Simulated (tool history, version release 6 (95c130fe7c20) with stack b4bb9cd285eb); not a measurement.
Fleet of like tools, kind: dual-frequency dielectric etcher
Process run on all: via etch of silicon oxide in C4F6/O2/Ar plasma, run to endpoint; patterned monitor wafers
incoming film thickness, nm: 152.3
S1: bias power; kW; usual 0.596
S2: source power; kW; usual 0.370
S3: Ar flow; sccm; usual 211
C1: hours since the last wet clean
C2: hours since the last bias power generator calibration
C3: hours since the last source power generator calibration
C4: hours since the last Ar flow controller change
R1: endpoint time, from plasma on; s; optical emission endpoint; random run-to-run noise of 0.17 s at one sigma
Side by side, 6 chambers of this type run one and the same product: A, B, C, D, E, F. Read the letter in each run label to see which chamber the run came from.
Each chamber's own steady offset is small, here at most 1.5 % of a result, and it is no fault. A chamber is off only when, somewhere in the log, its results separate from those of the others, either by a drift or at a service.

run     day     S1     S2   S3     C1      C2      C3      C4      R1
 1D   0.488  0.596  0.370  211  284.1   893.1  2693.4    73.9  30.921
 2C   0.846  0.596  0.370  211   86.7  3423.0   935.9   922.6  31.451
 3A   1.429  0.596  0.370  211  386.2  2753.1  2768.0  1851.7  30.899
 4B   1.829  0.596  0.370  211  238.8  1549.1  1426.7  3805.7  31.788
 5E   2.200  0.596  0.300  181  340.9  1013.9  3129.7   816.2  33.193
 6F   2.517  0.596  0.300  181  166.1  1754.1  1558.8   750.7  32.768
 7B   2.983  0.596  0.300  181  266.5  1576.8  1454.4  3833.4  32.985
 8F   3.375  0.596  0.300  181  186.7  1774.7  1579.4   771.3  32.911
 9C   3.696  0.596  0.300  181  155.1  3491.4  1004.3   991.0  33.260
10E   4.083  0.596  0.300  181  386.1  1059.1  3174.9   861.4  33.259
11D   4.383  0.596  0.370  211  377.6   986.6  2786.9   167.4  31.113
12A   4.725  0.596  0.370  211  465.3  2832.2  2847.1  1930.8  30.968
      5.229  -- chamber E: wet clean of the chamber
13D   5.325  0.596  0.370  211  400.2  1009.2  2809.5   190.0  31.030
14A   5.850  0.596  0.370  173  492.3  2859.2  2874.1  1957.8  30.374
      6.133  -- chamber B: wet clean of the chamber
15E   6.417  0.596  0.370  173   28.6  1115.1  3230.9   917.4  30.477
16C   6.729  0.596  0.370  173  227.9  3564.2  1077.1  1063.8  30.480
17B   7.238  0.596  0.370  173   26.5  1678.9  1556.5  3935.5  30.352
      7.375  -- chamber F: bias power generator calibrated
18F   7.792  0.596  0.370  173  292.7    10.1  1685.4   877.3  30.080
      7.867  -- chamber A: wet clean of the chamber
19D   8.154  0.596  0.370  173  468.1  1077.1  2877.4   257.9  30.274
20C   8.492  0.596  0.370  211  270.2  3606.5  1119.4  1106.1  31.299
21B   8.792  0.596  0.370  211   63.8  1716.2  1593.8  3972.8  31.037
22F   9.283  0.596  0.440  170  328.5    45.9  1721.2   913.1  28.179
23A   9.708  0.596  0.440  170   44.2  2951.8  2966.7  2050.4  28.128
      9.754  -- chamber E: source power generator calibrated
24E  10.171  0.596  0.440  170  118.7  1205.2    10.1  1007.5  28.804
25F  10.500  0.596  0.440  170  357.7    75.1  1750.4   942.3  28.366
     10.879  -- chamber F: source power generator calibrated
26C  11.133  0.596  0.440  170  333.6  3669.9  1182.8  1169.5  28.775
     11.196  -- chamber B: Ar flow controller replaced
27E  11.596  0.596  0.440  170  152.9  1239.4    44.3  1041.7  29.124
     11.683  -- chamber D: wet clean of the chamber
28B  11.983  0.596  0.370  211  140.4  1792.8  1670.4    18.9  31.226
29D  12.358  0.596  0.370  211   16.2  1178.0  2978.3   358.8  31.016
30A  12.817  0.596  0.370  211  118.8  3026.4  3041.3  2125.0  30.972
31D  13.204  0.596  0.370  211   36.5  1198.3  2998.6   379.1  30.809
32A  13.708  0.596  0.370  211  140.2  3047.8  3062.7  2146.4  31.416
33E  14.062  0.596  0.370  211  212.1  1298.6   103.5  1100.9  31.347
34F  14.708  0.489  0.370  211  458.7   176.1    92.0  1043.3  33.362
35C  15.121  0.489  0.370  211  429.3  3765.6  1278.5  1265.2  33.620
36B  15.650  0.489  0.370  211  228.4  1880.8  1758.4   106.9  33.479
37D  16.271  0.489  0.370  211  110.1  1271.9  3072.2   452.7  33.380
38B  16.892  0.489  0.370  211  258.2  1910.6  1788.2   136.7  34.019
39F  17.350  0.489  0.370  211  522.1   239.5   155.4  1106.7  33.448
40A  17.875  0.596  0.370  211  240.2  3147.8  3162.7  2246.4  30.793
41C  18.321  0.596  0.370  211  506.1  3842.4  1355.3  1342.0  31.438
42E  18.950  0.596  0.370  211  329.4  1415.9   220.8  1218.2  31.425
43C  19.408  0.596  0.370  211  532.2  3868.5  1381.4  1368.1  31.629
44A  19.917  0.596  0.370  211  289.2  3196.8  3211.7  2295.4  30.937

For the next run the whole fleet of 6 chambers uses the same settings. Give each chamber's results:
45A  20.383  0.596  0.300  211                   ?
45B  20.383  0.596  0.300  211                   ?
45C  20.383  0.596  0.300  211                   ?
45D  20.383  0.596  0.300  211                   ?
45E  20.383  0.596  0.300  211                   ?
45F  20.383  0.596  0.300  211                   ?

run      R1
45A  33.129
45B  33.812
45C  34.083
45D  33.397
45E  34.165
45F  33.230

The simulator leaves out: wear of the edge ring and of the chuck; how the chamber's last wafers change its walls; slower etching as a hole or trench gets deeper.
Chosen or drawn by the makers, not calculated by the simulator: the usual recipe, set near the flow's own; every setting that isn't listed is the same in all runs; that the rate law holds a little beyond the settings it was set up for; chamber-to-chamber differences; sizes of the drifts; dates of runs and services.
